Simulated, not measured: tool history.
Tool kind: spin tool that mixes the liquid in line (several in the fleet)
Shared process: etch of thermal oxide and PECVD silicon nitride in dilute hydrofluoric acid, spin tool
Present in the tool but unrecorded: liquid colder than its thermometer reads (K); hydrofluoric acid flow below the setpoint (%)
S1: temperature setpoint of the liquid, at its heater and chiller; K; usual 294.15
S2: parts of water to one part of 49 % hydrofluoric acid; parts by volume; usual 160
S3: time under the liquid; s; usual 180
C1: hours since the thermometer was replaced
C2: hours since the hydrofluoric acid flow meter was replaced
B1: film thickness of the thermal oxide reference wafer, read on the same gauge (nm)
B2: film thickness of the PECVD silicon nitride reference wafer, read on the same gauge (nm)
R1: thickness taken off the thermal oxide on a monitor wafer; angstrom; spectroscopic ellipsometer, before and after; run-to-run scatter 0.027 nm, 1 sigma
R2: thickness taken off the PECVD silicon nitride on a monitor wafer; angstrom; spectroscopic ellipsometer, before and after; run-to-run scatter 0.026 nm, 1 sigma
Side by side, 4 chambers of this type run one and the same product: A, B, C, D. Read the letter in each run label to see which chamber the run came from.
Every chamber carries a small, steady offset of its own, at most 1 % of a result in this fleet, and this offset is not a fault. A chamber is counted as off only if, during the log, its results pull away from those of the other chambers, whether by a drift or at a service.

run,day,S1,S2,S3,C1,C2,B1,B2,R1,R2
1C,0.162,294.15,160,180,1473.3,580.7,140.03,79.994,45.513,21.586
2B,0.521,294.15,160,180,556.5,596.1,140.02,79.99,44.653,21.514
3A,0.783,294.15,160,180,1125.2,821.8,140.02,79.989,44.697,21.854
4D,0.996,294.15,160,180,584.7,555,139.99,79.948,45.477,21.836
5D,1.179,294.15,160,180,589.1,559.4,140.02,80.049,45.096,22.055
6C,1.371,294.15,160,180,1502.3,609.7,140,80,46.159,21.839
7A,1.575,294.15,160,180,1144.2,840.8,140.01,80.051,45.416,21.967
8B,1.921,294.15,160,180,590.1,629.7,140.02,80.007,44.958,22.099
9A,2.162,294.15,160,180,1158.3,854.9,140.05,79.998,45.097,22.464
10C,2.425,294.15,160,180,1527.6,635,139.98,80.026,45.598,21.729
11B,2.758,294.15,160,180,610.2,649.8,140,79.995,44.914,22.216
12D,2.929,294.15,160,180,631.1,601.4,139.99,80.011,45.226,22.114
13A,3.183,294.15,160,180,1182.8,879.4,140.03,79.981,44.329,21.807
14C,3.542,294.15,160,180,1554.4,661.8,140,80.007,45.594,21.515
15D,3.783,294.15,160,180,651.6,621.9,140.04,80.01,45.398,21.854
16B,3.988,294.15,160,180,639.7,679.3,139.99,79.999,45.026,22.012
17B,4.242,294.15,160,180,645.8,685.4,139.98,79.988,45.157,21.94
18D,4.504,294.15,160,180,668.9,639.2,140.02,80.055,45.492,22.12
19A,4.717,294.15,160,180,1219.6,916.2,140.01,79.967,44.931,22.211
20C,4.954,294.15,160,180,1588.3,695.7,139.98,79.999,44.957,21.445
21B,5.242,294.15,160,180,669.8,709.4,140.01,79.968,44.586,22.003
22D,5.504,294.15,160,180,692.9,663.2,139.98,79.992,45.293,22.044
23C,5.829,294.15,160,180,1609.3,716.7,139.99,79.975,44.763,21.407
24A,6.129,294.15,160,180,1253.5,950.1,139.98,80.047,45.197,21.845
25B,6.362,294.15,160,180,696.7,736.3,139.97,79.957,44.858,22.288
26C,6.567,294.15,160,180,1627,734.4,140,80.004,44.677,21.376
27A,6.892,294.15,160,250,1271.8,968.4,140.01,79.977,63.359,30.719
28D,7.05,294.15,160,250,730,700.3,140,79.986,62.904,30.349
29C,7.288,294.15,160,250,1644.3,751.7,139.97,79.982,61.731,29.784
30D,7.567,294.15,160,250,742.4,712.7,140,80.022,63.086,31.357
31B,7.829,294.15,160,180,731.9,771.5,139.97,79.989,45.267,21.792
32A,8.192,294.15,195,115,1303,999.6,139.97,80.034,22.549,11.808
# day 8.346: chamber A: hydrofluoric acid flow meter replaced
33A,8.433,294.15,195,115,1308.8,2.2,140.02,79.98,22.888,11.287
34D,8.671,294.15,195,115,768.9,739.2,139.99,80.009,22.659,11.568
35B,8.908,294.15,195,115,757.8,797.4,140.02,80.031,22.876,11.481
36C,9.158,290.15,160,120,1689.2,796.6,140,80.01,25.063,10.296
37A,9.354,290.15,160,120,1330.9,24.3,140,79.979,25.283,11.229
38D,9.567,290.15,160,120,790.4,760.7,139.99,80.017,25.729,10.992
39B,9.821,290.15,160,120,779.7,819.3,139.99,79.992,25.291,11.259
40C,10.038,294.15,160,180,1710.3,817.7,140.01,79.972,44.188,20.538
41D,10.362,294.15,160,180,809.5,779.8,139.99,80.031,45.686,21.718
42B,10.704,294.15,160,180,800.9,840.5,140.02,80.023,44.542,21.812
43A,10.933,294.15,160,180,1368.8,62.2,140,79.979,44.777,22.207
44C,11.117,294.15,160,180,1736.2,843.6,139.98,79.987,43.637,20.326

Has any chamber moved away from the others, gradually or after a service, or does the common gauge drift, or do the chambers differ only by their own small steady offsets? State the chamber and the most likely cause if one applies.

Little by little, chamber C moves away from the other chambers.
Likeliest cause: liquid colder than its thermometer reads (K) = 1.03.

Here are 4 candidates for chamber C's next run, each the usual settings with a change, their results left as question marks. Which one brings its results back in line with what the others give on the usual settings?
Counts as in line when no further than this from what the other chambers average on the usual settings: R1 0.95 angstrom; R2 0.91 angstrom
45C-1,11.383,293.15,155,175,,,,,?,?
45C-2,11.383,296.65,175,195,,,,,?,?
45C-3,11.383,291.65,145,165,,,,,?,?
45C-4,11.383,295.15,165,185,,,,,?,?

The mean the other chambers reach with the usual settings: R1 45.018 angstrom; R2 21.9 angstrom
run,R1,R2
45C-1,42.319,19.055
45C-2,46.85,23.706
45C-3,40.571,17.332
45C-4,44.975,21.614
With 45C-4, the chamber falls back in line with the rest.
